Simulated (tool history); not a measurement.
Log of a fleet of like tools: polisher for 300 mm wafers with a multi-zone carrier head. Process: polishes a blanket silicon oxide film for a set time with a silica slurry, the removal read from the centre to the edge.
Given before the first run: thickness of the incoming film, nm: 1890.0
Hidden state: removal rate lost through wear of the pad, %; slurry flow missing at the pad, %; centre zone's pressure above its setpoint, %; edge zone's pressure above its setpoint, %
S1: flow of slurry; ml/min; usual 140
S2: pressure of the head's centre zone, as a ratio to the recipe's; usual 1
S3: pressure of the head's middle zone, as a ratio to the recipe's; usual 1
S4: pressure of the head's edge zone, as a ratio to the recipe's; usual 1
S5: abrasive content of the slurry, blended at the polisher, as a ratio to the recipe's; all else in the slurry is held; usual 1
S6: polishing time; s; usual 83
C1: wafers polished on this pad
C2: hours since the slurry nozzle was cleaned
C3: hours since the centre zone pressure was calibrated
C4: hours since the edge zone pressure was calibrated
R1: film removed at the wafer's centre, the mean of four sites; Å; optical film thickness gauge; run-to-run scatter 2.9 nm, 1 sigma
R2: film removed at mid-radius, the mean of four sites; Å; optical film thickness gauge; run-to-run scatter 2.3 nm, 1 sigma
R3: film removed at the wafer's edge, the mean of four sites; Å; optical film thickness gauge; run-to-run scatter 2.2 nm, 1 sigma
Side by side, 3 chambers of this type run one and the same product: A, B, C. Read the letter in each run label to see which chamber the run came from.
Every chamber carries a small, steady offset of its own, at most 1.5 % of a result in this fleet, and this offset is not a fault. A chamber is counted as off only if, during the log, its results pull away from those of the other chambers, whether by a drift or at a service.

At hour 1.8: chamber B: worn pad replaced by a new one.
Run 1A, hour 3.1: usual settings; C1 300; C2 92; C3 79.6; C4 109.7. Result: R1 2960.2 Å, R2 2895.3 Å, R3 2957.9 Å.
Run 2B, hour 6.3: usual settings; C1 52; C2 78; C3 644.3; C4 445.4. Result: R1 2962.6 Å, R2 2894.8 Å, R3 2913.7 Å.
Run 3C, hour 10.6: usual settings; C1 350; C2 404.1; C3 139.9; C4 36.1. Result: R1 2880.6 Å, R2 2868.8 Å, R3 2912.3 Å.
Run 4C, hour 13.8: usual settings; C1 387; C2 407.3; C3 143.1; C4 39.3. Result: R1 2906.7 Å, R2 2874.6 Å, R3 2907.3 Å.
Run 5A, hour 20.3: usual settings; C1 502; C2 109.2; C3 96.8; C4 126.9. Result: R1 2923.2 Å, R2 2876.9 Å, R3 2910.2 Å.
Run 6B, hour 25.6: usual settings but S3 1.1, S6 73 s; C1 278; C2 97.3; C3 663.6; C4 464.7. Result: R1 2546.3 Å, R2 2768.9 Å, R3 2548.7 Å.
Run 7C, hour 30.8: usual settings but S3 1.1, S6 73 s; C1 586; C2 424.3; C3 160.1; C4 56.3. Result: R1 2504.6 Å, R2 2736.9 Å, R3 2505.9 Å.
At hour 33.3: chamber A: worn pad replaced by a new one.
Run 8B, hour 37.2: usual settings but S3 1.1, S6 73 s; C1 414; C2 108.9; C3 675.2; C4 476.3. Result: R1 2556.2 Å, R2 2801.8 Å, R3 2561.7 Å.
At hour 38.7: chamber C: worn pad replaced by a new one.
Run 9A, hour 43.4: usual settings but S1 95 ml/min, S2 1.04; C1 118; C2 132.3; C3 119.9; C4 150. Result: R1 2762.9 Å, R2 2646.7 Å, R3 2737.3 Å.
Run 10B, hour 47.8: usual settings but S1 95 ml/min, S2 1.04; C1 538; C2 119.5; C3 685.8; C4 486.9. Result: R1 2720.8 Å, R2 2626.6 Å, R3 2678.3 Å.
Run 11A, hour 51.2: usual settings but S1 95 ml/min, S2 1.04; C1 210; C2 140.1; C3 127.7; C4 157.8. Result: R1 2751 Å, R2 2618.3 Å, R3 2764 Å.
Run 12C, hour 56.7: usual settings; C1 210; C2 450.2; C3 186; C4 82.2. Result: R1 2856.6 Å, R2 2878.7 Å, R3 2870.5 Å.
At hour 61.8: chamber B: worn pad replaced by a new one.
Run 13B, hour 63.4: usual settings; C1 19; C2 135.1; C3 701.4; C4 502.5. Result: R1 2883.3 Å, R2 2909.9 Å, R3 2898.3 Å.
Run 14C, hour 67.4: usual settings; C1 336; C2 460.9; C3 196.7; C4 92.9. Result: R1 2851.3 Å, R2 2844.3 Å, R3 2910 Å.
Run 15A, hour 71.8: usual settings; C1 451; C2 160.7; C3 148.3; C4 178.4. Result: R1 2963.5 Å, R2 2902.9 Å, R3 2961.3 Å.
Run 16C, hour 77.2: usual settings; C1 450; C2 470.7; C3 206.5; C4 102.7. Result: R1 2866.1 Å, R2 2871.6 Å, R3 2888.4 Å.
Run 17A, hour 81.1: usual settings; C1 559; C2 170; C3 157.6; C4 187.7. Result: R1 2970.7 Å, R2 2901.4 Å, R3 2948.6 Å.
Run 18B, hour 86.7: usual settings; C1 292; C2 158.4; C3 724.7; C4 525.8. Result: R1 2915.4 Å, R2 2894.6 Å, R3 2901.1 Å.
Run 19C, hour 89.9: usual settings; C1 599; C2 483.4; C3 219.2; C4 115.4. Result: R1 2886.2 Å, R2 2864.2 Å, R3 2871 Å.
Run 20A, hour 94.6: usual settings; C1 717; C2 183.5; C3 171.1; C4 201.2. Result: R1 2902.7 Å, R2 2888.6 Å, R3 2914.1 Å.
At hour 97.6: chamber A: worn pad replaced by a new one.
At hour 98.4: chamber C: slurry nozzle cleaned.
Run 21B, hour 101.1: usual settings; C1 460; C2 172.8; C3 739.1; C4 540.2. Result: R1 2839.1 Å, R2 2903.3 Å, R3 2922.9 Å.
Run 22B, hour 105.7: usual settings; C1 514; C2 177.4; C3 743.7; C4 544.8. Result: R1 2922.5 Å, R2 2883.4 Å, R3 2869.5 Å.
Run 23C, hour 109.3: usual settings; C1 826; C2 10.9; C3 238.6; C4 134.8. Result: R1 2888.4 Å, R2 2855 Å, R3 2880.3 Å.
At hour 113.7: chamber C: worn pad replaced by a new one.
Run 24A, hour 114.5: usual settings but S1 100 ml/min, S5 0.85; C1 197; C2 203.4; C3 191; C4 221.1. Result: R1 2467.7 Å, R2 2505.4 Å, R3 2592.9 Å.
Run 25B, hour 121.3: usual settings but S1 100 ml/min, S5 0.85; C1 697; C2 193; C3 759.3; C4 560.4. Result: R1 2426.5 Å, R2 2503.8 Å, R3 2505.9 Å.
At hour 122.7: chamber B: worn pad replaced by a new one.
Run 26A, hour 125.3: usual settings but S1 100 ml/min, S5 0.85; C1 324; C2 214.2; C3 201.8; C4 231.9. Result: R1 2466.2 Å, R2 2463.1 Å, R3 2586.4 Å.
Run 27C, hour 131.4: usual settings; C1 208; C2 33; C3 260.7; C4 156.9. Result: R1 2910.2 Å, R2 2860.4 Å, R3 2872.7 Å.
Run 28A, hour 137.4: usual settings; C1 465; C2 226.3; C3 213.9; C4 244. Result: R1 2936.4 Å, R2 2933.5 Å, R3 2931.3 Å.
Run 29C, hour 141.7: usual settings; C1 328; C2 43.3; C3 271; C4 167.2. Result: R1 2917.6 Å, R2 2835.4 Å, R3 2886.3 Å.
Run 30B, hour 146.3: usual settings; C1 276; C2 218; C3 784.3; C4 585.4. Result: R1 2909.4 Å, R2 2931.9 Å, R3 2894.1 Å.
At hour 149.8: chamber A: worn pad replaced by a new one.
Run 31B, hour 150.9: usual settings; C1 330; C2 222.6; C3 788.9; C4 590. Result: R1 2963.3 Å, R2 2916.5 Å, R3 2912.3 Å.
Run 32A, hour 154.8: usual settings; C1 59; C2 243.7; C3 231.3; C4 261.4. Result: R1 2957.8 Å, R2 2869.6 Å, R3 2925.6 Å.

Is one chamber out of step, is the gauge drifting, or do the chambers differ by no more than their own small offsets? For an off chamber, give its letter and the likeliest cause.

All chambers stay in line apart from their small fixed offsets, and the gauge does not drift.

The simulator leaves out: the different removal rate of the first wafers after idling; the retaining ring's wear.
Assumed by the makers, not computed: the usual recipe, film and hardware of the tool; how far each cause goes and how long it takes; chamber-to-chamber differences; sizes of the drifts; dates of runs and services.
